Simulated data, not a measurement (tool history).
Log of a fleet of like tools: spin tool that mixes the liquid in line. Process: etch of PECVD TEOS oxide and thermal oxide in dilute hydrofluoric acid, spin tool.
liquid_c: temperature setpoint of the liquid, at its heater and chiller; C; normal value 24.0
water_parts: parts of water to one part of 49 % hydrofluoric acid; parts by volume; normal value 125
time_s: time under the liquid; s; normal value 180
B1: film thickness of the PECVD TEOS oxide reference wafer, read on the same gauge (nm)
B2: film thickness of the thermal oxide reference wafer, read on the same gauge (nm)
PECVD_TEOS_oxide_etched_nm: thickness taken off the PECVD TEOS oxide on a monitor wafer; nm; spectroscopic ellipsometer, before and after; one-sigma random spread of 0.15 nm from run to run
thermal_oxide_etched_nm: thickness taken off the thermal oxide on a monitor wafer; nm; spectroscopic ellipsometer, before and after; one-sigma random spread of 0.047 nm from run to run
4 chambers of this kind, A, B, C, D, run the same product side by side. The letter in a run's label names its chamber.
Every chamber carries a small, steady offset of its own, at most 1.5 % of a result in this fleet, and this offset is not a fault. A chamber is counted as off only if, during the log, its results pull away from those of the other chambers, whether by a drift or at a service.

{"run": "1B", "hour": 9.1, "liquid_c": 24.0, "water_parts": 125, "time_s": 180, "B1": 110.02, "B2": 29.974, "PECVD_TEOS_oxide_etched_nm": 15.401, "thermal_oxide_etched_nm": 6.6916}
{"run": "2D", "hour": 17.5, "liquid_c": 24.0, "water_parts": 125, "time_s": 180, "B1": 110.03, "B2": 30.001, "PECVD_TEOS_oxide_etched_nm": 15.425, "thermal_oxide_etched_nm": 6.6773}
{"run": "3C", "hour": 24.1, "liquid_c": 24.0, "water_parts": 125, "time_s": 180, "B1": 110.01, "B2": 30.045, "PECVD_TEOS_oxide_etched_nm": 15.604, "thermal_oxide_etched_nm": 6.7312}
{"hour": 34.9, "done": "chamber C: hydrofluoric acid flow meter replaced"}
{"run": "4A", "hour": 35.6, "liquid_c": 24.0, "water_parts": 125, "time_s": 180, "B1": 109.99, "B2": 30.026, "PECVD_TEOS_oxide_etched_nm": 15.168, "thermal_oxide_etched_nm": 6.5366}
{"run": "5D", "hour": 41.7, "liquid_c": 24.0, "water_parts": 125, "time_s": 180, "B1": 110.01, "B2": 30.001, "PECVD_TEOS_oxide_etched_nm": 15.464, "thermal_oxide_etched_nm": 6.7517}
{"hour": 42.2, "done": "chamber A: hydrofluoric acid flow meter replaced"}
{"run": "6C", "hour": 52.9, "liquid_c": 24.0, "water_parts": 125, "time_s": 180, "B1": 109.99, "B2": 29.996, "PECVD_TEOS_oxide_etched_nm": 15.525, "thermal_oxide_etched_nm": 6.6962}
{"run": "7A", "hour": 65.9, "liquid_c": 24.0, "water_parts": 125, "time_s": 180, "B1": 109.99, "B2": 30.026, "PECVD_TEOS_oxide_etched_nm": 15.255, "thermal_oxide_etched_nm": 6.6339}
{"run": "8B", "hour": 73.4, "liquid_c": 24.0, "water_parts": 125, "time_s": 180, "B1": 109.99, "B2": 29.952, "PECVD_TEOS_oxide_etched_nm": 15.251, "thermal_oxide_etched_nm": 6.8118}
{"run": "9D", "hour": 79.4, "liquid_c": 24.0, "water_parts": 125, "time_s": 180, "B1": 109.98, "B2": 30.016, "PECVD_TEOS_oxide_etched_nm": 15.348, "thermal_oxide_etched_nm": 6.7332}
{"run": "10A", "hour": 89.0, "liquid_c": 24.0, "water_parts": 125, "time_s": 180, "B1": 110.0, "B2": 29.963, "PECVD_TEOS_oxide_etched_nm": 15.286, "thermal_oxide_etched_nm": 6.6745}
{"run": "11C", "hour": 96.2, "liquid_c": 21.5, "water_parts": 75, "time_s": 180, "B1": 110.03, "B2": 30.007, "PECVD_TEOS_oxide_etched_nm": 24.902, "thermal_oxide_etched_nm": 10.454}
{"run": "12B", "hour": 107.9, "liquid_c": 21.5, "water_parts": 75, "time_s": 180, "B1": 110.01, "B2": 30.022, "PECVD_TEOS_oxide_etched_nm": 24.611, "thermal_oxide_etched_nm": 10.66}
{"run": "13A", "hour": 118.6, "liquid_c": 21.5, "water_parts": 75, "time_s": 180, "B1": 109.98, "B2": 30.001, "PECVD_TEOS_oxide_etched_nm": 24.896, "thermal_oxide_etched_nm": 10.587}
{"hour": 126.9, "done": "chamber D: thermometer replaced"}
{"run": "14C", "hour": 130.3, "liquid_c": 21.5, "water_parts": 75, "time_s": 180, "B1": 110.01, "B2": 30.044, "PECVD_TEOS_oxide_etched_nm": 24.29, "thermal_oxide_etched_nm": 10.582}
{"run": "15B", "hour": 139.5, "liquid_c": 24.0, "water_parts": 125, "time_s": 180, "B1": 110.02, "B2": 29.973, "PECVD_TEOS_oxide_etched_nm": 15.193, "thermal_oxide_etched_nm": 6.7707}
{"run": "16D", "hour": 148.5, "liquid_c": 27.5, "water_parts": 125, "time_s": 180, "B1": 109.99, "B2": 29.984, "PECVD_TEOS_oxide_etched_nm": 17.579, "thermal_oxide_etched_nm": 7.72}
{"run": "17A", "hour": 160.3, "liquid_c": 27.5, "water_parts": 125, "time_s": 180, "B1": 110.05, "B2": 29.999, "PECVD_TEOS_oxide_etched_nm": 17.877, "thermal_oxide_etched_nm": 7.6525}
{"run": "18B", "hour": 171.9, "liquid_c": 27.5, "water_parts": 125, "time_s": 180, "B1": 109.98, "B2": 30.03, "PECVD_TEOS_oxide_etched_nm": 17.603, "thermal_oxide_etched_nm": 7.6534}
{"run": "19D", "hour": 178.1, "liquid_c": 27.5, "water_parts": 125, "time_s": 180, "B1": 110.0, "B2": 30.032, "PECVD_TEOS_oxide_etched_nm": 17.602, "thermal_oxide_etched_nm": 7.6974}
{"run": "20C", "hour": 188.0, "liquid_c": 24.0, "water_parts": 125, "time_s": 180, "B1": 110.02, "B2": 30.028, "PECVD_TEOS_oxide_etched_nm": 15.208, "thermal_oxide_etched_nm": 6.6804}
{"run": "21A", "hour": 195.2, "liquid_c": 20.0, "water_parts": 95, "time_s": 180, "B1": 109.98, "B2": 29.978, "PECVD_TEOS_oxide_etched_nm": 18.049, "thermal_oxide_etched_nm": 7.6781}
{"run": "22C", "hour": 201.4, "liquid_c": 20.0, "water_parts": 95, "time_s": 180, "B1": 110.0, "B2": 30.043, "PECVD_TEOS_oxide_etched_nm": 17.873, "thermal_oxide_etched_nm": 7.5934}
{"run": "23D", "hour": 210.7, "liquid_c": 20.0, "water_parts": 95, "time_s": 180, "B1": 109.94, "B2": 29.97, "PECVD_TEOS_oxide_etched_nm": 17.671, "thermal_oxide_etched_nm": 7.8804}
{"run": "24B", "hour": 218.9, "liquid_c": 20.0, "water_parts": 95, "time_s": 180, "B1": 110.03, "B2": 30.005, "PECVD_TEOS_oxide_etched_nm": 17.633, "thermal_oxide_etched_nm": 7.8192}
{"run": "25D", "hour": 228.6, "liquid_c": 24.0, "water_parts": 125, "time_s": 180, "B1": 110.01, "B2": 30.06, "PECVD_TEOS_oxide_etched_nm": 15.296, "thermal_oxide_etched_nm": 6.801}
{"run": "26A", "hour": 237.9, "liquid_c": 24.0, "water_parts": 125, "time_s": 180, "B1": 109.98, "B2": 30.015, "PECVD_TEOS_oxide_etched_nm": 15.238, "thermal_oxide_etched_nm": 6.6808}
{"run": "27B", "hour": 250.7, "liquid_c": 24.0, "water_parts": 125, "time_s": 180, "B1": 110.02, "B2": 30.053, "PECVD_TEOS_oxide_etched_nm": 15.322, "thermal_oxide_etched_nm": 6.8207}
{"run": "28C", "hour": 257.9, "liquid_c": 24.0, "water_parts": 125, "time_s": 180, "B1": 110.0, "B2": 30.032, "PECVD_TEOS_oxide_etched_nm": 15.553, "thermal_oxide_etched_nm": 6.5964}
{"run": "29A", "hour": 270.2, "liquid_c": 24.0, "water_parts": 125, "time_s": 180, "B1": 109.95, "B2": 30.014, "PECVD_TEOS_oxide_etched_nm": 15.551, "thermal_oxide_etched_nm": 6.7075}
{"run": "30D", "hour": 280.0, "liquid_c": 24.0, "water_parts": 125, "time_s": 180, "B1": 110.01, "B2": 30.005, "PECVD_TEOS_oxide_etched_nm": 15.464, "thermal_oxide_etched_nm": 6.7836}

Next, all 4 chambers run the settings below, one line each with question marks for the results. What does each chamber give?
{"run": "31A", "hour": 289.4, "liquid_c": 24.0, "water_parts": 125, "time_s": 230, "PECVD_TEOS_oxide_etched_nm": "?", "thermal_oxide_etched_nm": "?"}
{"run": "31B", "hour": 289.4, "liquid_c": 24.0, "water_parts": 125, "time_s": 230, "PECVD_TEOS_oxide_etched_nm": "?", "thermal_oxide_etched_nm": "?"}
{"run": "31C", "hour": 289.4, "liquid_c": 24.0, "water_parts": 125, "time_s": 230, "PECVD_TEOS_oxide_etched_nm": "?", "thermal_oxide_etched_nm": "?"}
{"run": "31D", "hour": 289.4, "liquid_c": 24.0, "water_parts": 125, "time_s": 230, "PECVD_TEOS_oxide_etched_nm": "?", "thermal_oxide_etched_nm": "?"}

run=31A PECVD_TEOS_oxide_etched_nm=19.775 thermal_oxide_etched_nm=8.5586
run=31B PECVD_TEOS_oxide_etched_nm=19.770 thermal_oxide_etched_nm=8.5694
run=31C PECVD_TEOS_oxide_etched_nm=19.525 thermal_oxide_etched_nm=8.5344
run=31D PECVD_TEOS_oxide_etched_nm=19.726 thermal_oxide_etched_nm=8.6334
